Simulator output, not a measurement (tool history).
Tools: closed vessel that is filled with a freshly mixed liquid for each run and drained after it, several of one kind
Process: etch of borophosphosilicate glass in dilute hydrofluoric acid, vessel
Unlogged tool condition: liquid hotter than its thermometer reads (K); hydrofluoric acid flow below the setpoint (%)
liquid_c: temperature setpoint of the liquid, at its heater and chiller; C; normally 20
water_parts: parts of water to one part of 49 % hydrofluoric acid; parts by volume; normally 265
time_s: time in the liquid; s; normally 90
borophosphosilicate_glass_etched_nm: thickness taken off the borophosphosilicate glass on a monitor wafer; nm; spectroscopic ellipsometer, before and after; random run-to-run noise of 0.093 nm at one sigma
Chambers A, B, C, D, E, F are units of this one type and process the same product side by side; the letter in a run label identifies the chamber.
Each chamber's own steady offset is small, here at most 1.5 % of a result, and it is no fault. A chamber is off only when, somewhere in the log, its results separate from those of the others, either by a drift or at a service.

run   hour  liquid_c  water_parts  time_s  hours since the thermometer was replaced  hours since the hydrofluoric acid flow meter was replaced  read-back film thickness of the borophosphosilicate glass reference wafer, read on the same gauge (nm)  borophosphosilicate_glass_etched_nm
 1A    8.7        20          265      90                                    1074.9                                                       36.3                                                                                                  70.012                               19.042
 2C   14.3        20          265      90                                     129.3                                                     1009.1                                                                                                  70.021                               19.113
      17.7  -- chamber D: thermometer replaced
 3F   20.5        20          265      90                                     863.3                                                      403.4                                                                                                  70.007                               18.703
      28.1  -- chamber D: hydrofluoric acid flow meter replaced
 4D   28.1        20          265      90                                      10.4                                                        0.1                                                                                                  70.005                               18.828
 5E   34.5        20          265      90                                     323.8                                                     2105.5                                                                                                  70.002                               19.119
 6B   45.4        20          265      90                                    1364.1                                                      621.4                                                                                                  70.005                               19.264
 7D   52.9        20          265      90                                      35.2                                                       24.9                                                                                                  69.989                               18.569
      53.4  -- chamber E: hydrofluoric acid flow meter replaced
 8F   63.4        20          265      90                                     906.2                                                      446.3                                                                                                  70.012                               18.778
 9B   69.7        20          265      90                                    1388.4                                                      645.7                                                                                                  69.994                               19.155
10A   80.8        20          265      90                                    1147.0                                                      108.4                                                                                                  70.012                               19.193
11E   86.5        20          265      90                                     375.8                                                       33.1                                                                                                  70.032                               19.154
12C   91.7        20          265     120                                     206.7                                                     1086.5                                                                                                  69.974                               25.306
13F   97.0        20          265     120                                     939.8                                                      479.9                                                                                                  70.022                               25.297
14B  104.7        20          265     120                                    1423.4                                                      680.7                                                                                                  70.012                               25.515
15D  114.8        20          265     120                                      97.1                                                       86.8                                                                                                  70.004                               25.070
16C  124.7        20          265     120                                     239.7                                                     1119.5                                                                                                  69.984                               25.046
17A  135.7        20          265     120                                    1201.9                                                      163.3                                                                                                  70.000                               25.660
18E  144.3        20          265      90                                     433.6                                                       90.9                                                                                                  69.991                               19.139
19B  153.7        20          265      90                                    1472.4                                                      729.7                                                                                                  69.993                               19.098
20A  161.4        20          265      90                                    1227.6                                                      189.0                                                                                                  70.019                               18.992
21F  171.9        20          265      90                                    1014.7                                                      554.8                                                                                                  70.026                               18.926
22D  178.5        23          345      90                                     160.8                                                      150.5                                                                                                  69.970                               14.780
23C  183.6        23          345      90                                     298.6                                                     1178.4                                                                                                  70.005                               14.553
24E  189.1        23          345      90                                     478.4                                                      135.7                                                                                                  69.998                               15.200
25D  194.1        23          345      90                                     176.4                                                      166.1                                                                                                  69.986                               14.892
     197.7  -- chamber A: thermometer replaced
26B  203.1        23          345      90                                    1521.8                                                      779.1                                                                                                  70.004                               15.175
27A  209.1        23          345      90                                      11.5                                                      236.7                                                                                                  70.004                               15.204
28C  217.7        20          265      90                                     332.7                                                     1212.5                                                                                                  70.020                               18.233
29E  227.0        20          265      90                                     516.3                                                      173.6                                                                                                  69.992                               19.180
30F  233.6        17          265     140                                    1076.4                                                      616.5                                                                                                  69.990                               26.260
31B  239.3        17          265     140                                    1558.0                                                      815.3                                                                                                  69.986                               26.457
32E  247.5        17          265     140                                     536.8                                                      194.1                                                                                                  69.990                               26.746
33A  255.0        17          265     140                                      57.4                                                      282.6                                                                                                  70.026                               26.323
34F  265.7        17          265     140                                    1108.5                                                      648.6                                                                                                  69.995                               26.513
35D  276.1        17          265     140                                     258.4                                                      248.1                                                                                                  70.014                               26.023
36C  284.1        20          265      90                                     399.1                                                     1278.9                                                                                                  69.992                               17.839
37C  290.5        20          200      45                                     405.5                                                     1285.3                                                                                                  69.987                               12.768
38E  301.4        20          200      45                                     590.7                                                      248.0                                                                                                  70.010                               13.676
39B  309.6        20          200      45                                    1628.3                                                      885.6                                                                                                  69.998                               13.406
40D  317.9        20          200      45                                     300.2                                                      289.9                                                                                                  69.979                               13.214
41A  329.3        20          200      45                                     131.7                                                      356.9                                                                                                  69.988                               13.542

Is one chamber off against the others, does the gauge drift, or is nothing wrong? If a chamber is off, say which, and what the likeliest cause is.

It is chamber C that slowly wanders off from its peers.
What lies behind it: hydrofluoric acid flow below the setpoint (%) = 5.33.
The log may not separate it from: liquid colder than its thermometer reads (K).

Which of the 4 candidates below, each the usual settings with something changed and its results left as question marks, puts chamber C back in line with what the other chambers give on the usual settings?
To be in line, a result may differ from the other chambers' mean on the usual settings by at most: borophosphosilicate_glass_etched_nm 0.330 nm
42C-1  337.5        20          280      90                                                                                                                                                                                                                                                 ?
42C-2  337.5        20          260      90                                                                                                                                                                                                                                                 ?
42C-3  337.5        20          260      95                                                                                                                                                                                                                                                 ?
42C-4  337.5        20          270      90                                                                                                                                                                                                                                                 ?

Average result of the remaining chambers running the usual settings: borophosphosilicate_glass_etched_nm 19.011 nm
  run  borophosphosilicate_glass_etched_nm
42C-1                               16.520
42C-2                               18.157
42C-3                               19.166
42C-4                               17.307
The right change is 42C-3: it brings the chamber back within the allowed miss of the others.
